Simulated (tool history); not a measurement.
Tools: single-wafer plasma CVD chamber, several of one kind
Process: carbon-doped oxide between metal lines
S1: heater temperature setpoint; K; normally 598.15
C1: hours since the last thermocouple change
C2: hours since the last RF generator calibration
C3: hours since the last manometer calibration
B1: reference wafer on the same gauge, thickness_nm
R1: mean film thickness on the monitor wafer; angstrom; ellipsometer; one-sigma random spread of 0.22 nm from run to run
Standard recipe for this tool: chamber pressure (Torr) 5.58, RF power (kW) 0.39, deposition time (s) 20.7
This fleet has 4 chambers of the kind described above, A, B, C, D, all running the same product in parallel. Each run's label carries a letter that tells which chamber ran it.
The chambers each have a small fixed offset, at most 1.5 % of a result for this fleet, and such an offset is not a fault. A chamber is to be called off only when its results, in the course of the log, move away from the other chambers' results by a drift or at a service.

run 1D hour=5.1 | S1=598.15 chamber_pressure_(Torr)=5.58 RF_power_(kW)=0.39 deposition_time_(s)=20.7 | C1=482.9 C2=683.7 C3=571.7 | B1=106.94 | R1=976.42
run 2A hour=14.2 | S1=598.15 chamber_pressure_(Torr)=5.58 RF_power_(kW)=0.39 deposition_time_(s)=20.7 | C1=220.5 C2=1015.7 C3=151.4 | B1=106.95 | R1=985.91
run 3C hour=21.8 | S1=598.15 chamber_pressure_(Torr)=5.58 RF_power_(kW)=0.39 deposition_time_(s)=20.7 | C1=868.5 C2=1988.1 C3=2227.8 | B1=106.99 | R1=986.82
run 4B hour=28.3 | S1=598.15 chamber_pressure_(Torr)=5.58 RF_power_(kW)=0.39 deposition_time_(s)=20.7 | C1=81.2 C2=425.9 C3=1146.5 | B1=107.02 | R1=991.45
run 5C hour=37.6 | S1=598.15 chamber_pressure_(Torr)=5.58 RF_power_(kW)=0.39 deposition_time_(s)=20.7 | C1=884.3 C2=2003.9 C3=2243.6 | B1=106.99 | R1=988.54
run 6D hour=44.7 | S1=598.15 chamber_pressure_(Torr)=5.58 RF_power_(kW)=0.39 deposition_time_(s)=20.7 | C1=522.5 C2=723.3 C3=611.3 | B1=107.01 | R1=980.88
run 7B hour=52.7 | S1=598.15 chamber_pressure_(Torr)=5.58 RF_power_(kW)=0.39 deposition_time_(s)=20.7 | C1=105.6 C2=450.3 C3=1170.9 | B1=106.98 | R1=990.33
run 8A hour=60.8 | S1=598.15 chamber_pressure_(Torr)=5.58 RF_power_(kW)=0.39 deposition_time_(s)=20.7 | C1=267.1 C2=1062.3 C3=198 | B1=107.01 | R1=983.92
run 9C hour=66.2 | S1=598.15 chamber_pressure_(Torr)=5.58 RF_power_(kW)=0.39 deposition_time_(s)=20.7 | C1=912.9 C2=2032.5 C3=2272.2 | B1=107.01 | R1=986.25
run 10A hour=75.3 | S1=598.15 chamber_pressure_(Torr)=5.58 RF_power_(kW)=0.43 deposition_time_(s)=20.7 | C1=281.6 C2=1076.8 C3=212.5 | B1=107 | R1=1057.2
run 11D hour=82.7 | S1=598.15 chamber_pressure_(Torr)=5.58 RF_power_(kW)=0.43 deposition_time_(s)=20.7 | C1=560.5 C2=761.3 C3=649.3 | B1=106.98 | R1=1052.2
run 12B hour=91.5 | S1=598.15 chamber_pressure_(Torr)=5.58 RF_power_(kW)=0.43 deposition_time_(s)=20.7 | C1=144.4 C2=489.1 C3=1209.7 | B1=107.05 | R1=1071.2
run 13B hour=96.1 | S1=598.15 chamber_pressure_(Torr)=5.58 RF_power_(kW)=0.43 deposition_time_(s)=20.7 | C1=149 C2=493.7 C3=1214.3 | B1=107.03 | R1=1067.8
run 14D hour=104.2 | S1=598.15 chamber_pressure_(Torr)=5.58 RF_power_(kW)=0.39 deposition_time_(s)=20.7 | C1=582 C2=782.8 C3=670.8 | B1=107.04 | R1=979.12
run 15A hour=112.2 | S1=604.15 chamber_pressure_(Torr)=5.58 RF_power_(kW)=0.44 deposition_time_(s)=20.7 | C1=318.5 C2=1113.7 C3=249.4 | B1=107.03 | R1=1055.4
run 16C hour=120.6 | S1=604.15 chamber_pressure_(Torr)=5.58 RF_power_(kW)=0.44 deposition_time_(s)=20.7 | C1=967.3 C2=2086.9 C3=2326.6 | B1=106.97 | R1=1054
run 17B hour=130.1 | S1=604.15 chamber_pressure_(Torr)=5.58 RF_power_(kW)=0.44 deposition_time_(s)=20.7 | C1=183 C2=527.7 C3=1248.3 | B1=106.98 | R1=1063.5
run 18A hour=138.7 | S1=604.15 chamber_pressure_(Torr)=5.58 RF_power_(kW)=0.44 deposition_time_(s)=20.7 | C1=345 C2=1140.2 C3=275.9 | B1=107.04 | R1=1051.1
run 19C hour=146.4 | S1=598.15 chamber_pressure_(Torr)=5.58 RF_power_(kW)=0.39 deposition_time_(s)=20.7 | C1=993.1 C2=2112.7 C3=2352.4 | B1=106.98 | R1=985.8
run 20D hour=154.8 | S1=598.15 chamber_pressure_(Torr)=5.58 RF_power_(kW)=0.39 deposition_time_(s)=20.7 | C1=632.6 C2=833.4 C3=721.4 | B1=107 | R1=976.17
run 21D hour=160 | S1=598.15 chamber_pressure_(Torr)=5.58 RF_power_(kW)=0.39 deposition_time_(s)=20.7 | C1=637.8 C2=838.6 C3=726.6 | B1=107 | R1=980.47
run 22A hour=164.4 | S1=598.15 chamber_pressure_(Torr)=5.58 RF_power_(kW)=0.39 deposition_time_(s)=20.7 | C1=370.7 C2=1165.9 C3=301.6 | B1=106.94 | R1=974.15
run 23B hour=173.7 | S1=598.15 chamber_pressure_(Torr)=5.58 RF_power_(kW)=0.39 deposition_time_(s)=20.7 | C1=226.6 C2=571.3 C3=1291.9 | B1=107.03 | R1=990.8
run 24C hour=182.4 | S1=591.15 chamber_pressure_(Torr)=4.58 RF_power_(kW)=0.39 deposition_time_(s)=20.7 | C1=1029.1 C2=2148.7 C3=2388.4 | B1=107.01 | R1=986.08
run 25C hour=187.6 | S1=591.15 chamber_pressure_(Torr)=4.58 RF_power_(kW)=0.39 deposition_time_(s)=20.7 | C1=1034.3 C2=2153.9 C3=2393.6 | B1=106.93 | R1=988.34
run 26A hour=195.5 | S1=591.15 chamber_pressure_(Torr)=4.58 RF_power_(kW)=0.39 deposition_time_(s)=20.7 | C1=401.8 C2=1197 C3=332.7 | B1=107.07 | R1=965.77
run 27B hour=200.6 | S1=591.15 chamber_pressure_(Torr)=4.58 RF_power_(kW)=0.39 deposition_time_(s)=20.7 | C1=253.5 C2=598.2 C3=1318.8 | B1=107.01 | R1=988.64
run 28D hour=209.6 | S1=598.15 chamber_pressure_(Torr)=5.58 RF_power_(kW)=0.39 deposition_time_(s)=20.7 | C1=687.4 C2=888.2 C3=776.2 | B1=107.02 | R1=982.21
run 29B hour=218 | S1=598.15 chamber_pressure_(Torr)=5.58 RF_power_(kW)=0.39 deposition_time_(s)=20.7 | C1=270.9 C2=615.6 C3=1336.2 | B1=107 | R1=991.67
run 30C hour=222.6 | S1=598.15 chamber_pressure_(Torr)=5.58 RF_power_(kW)=0.39 deposition_time_(s)=20.7 | C1=1069.3 C2=2188.9 C3=2428.6 | B1=107 | R1=987.51
run 31D hour=229.3 | S1=598.15 chamber_pressure_(Torr)=5.58 RF_power_(kW)=0.39 deposition_time_(s)=20.7 | C1=707.1 C2=907.9 C3=795.9 | B1=107.03 | R1=981.29
run 32A hour=234.2 | S1=598.15 chamber_pressure_(Torr)=5.58 RF_power_(kW)=0.39 deposition_time_(s)=20.7 | C1=440.5 C2=1235.7 C3=371.4 | B1=107.03 | R1=960.87

All chambers now run identical settings, listed one chamber a line with results as question marks. What results will each chamber show?
run 33A hour=241.1 | S1=598.15 chamber_pressure_(Torr)=4.28 RF_power_(kW)=0.39 deposition_time_(s)=20.7 | R1=?
run 33B hour=241.1 | S1=598.15 chamber_pressure_(Torr)=4.28 RF_power_(kW)=0.39 deposition_time_(s)=20.7 | R1=?
run 33C hour=241.1 | S1=598.15 chamber_pressure_(Torr)=4.28 RF_power_(kW)=0.39 deposition_time_(s)=20.7 | R1=?
run 33D hour=241.1 | S1=598.15 chamber_pressure_(Torr)=4.28 RF_power_(kW)=0.39 deposition_time_(s)=20.7 | R1=?

run=33A R1=925.32
run=33B R1=955.69
run=33C R1=951.56
run=33D R1=945.41
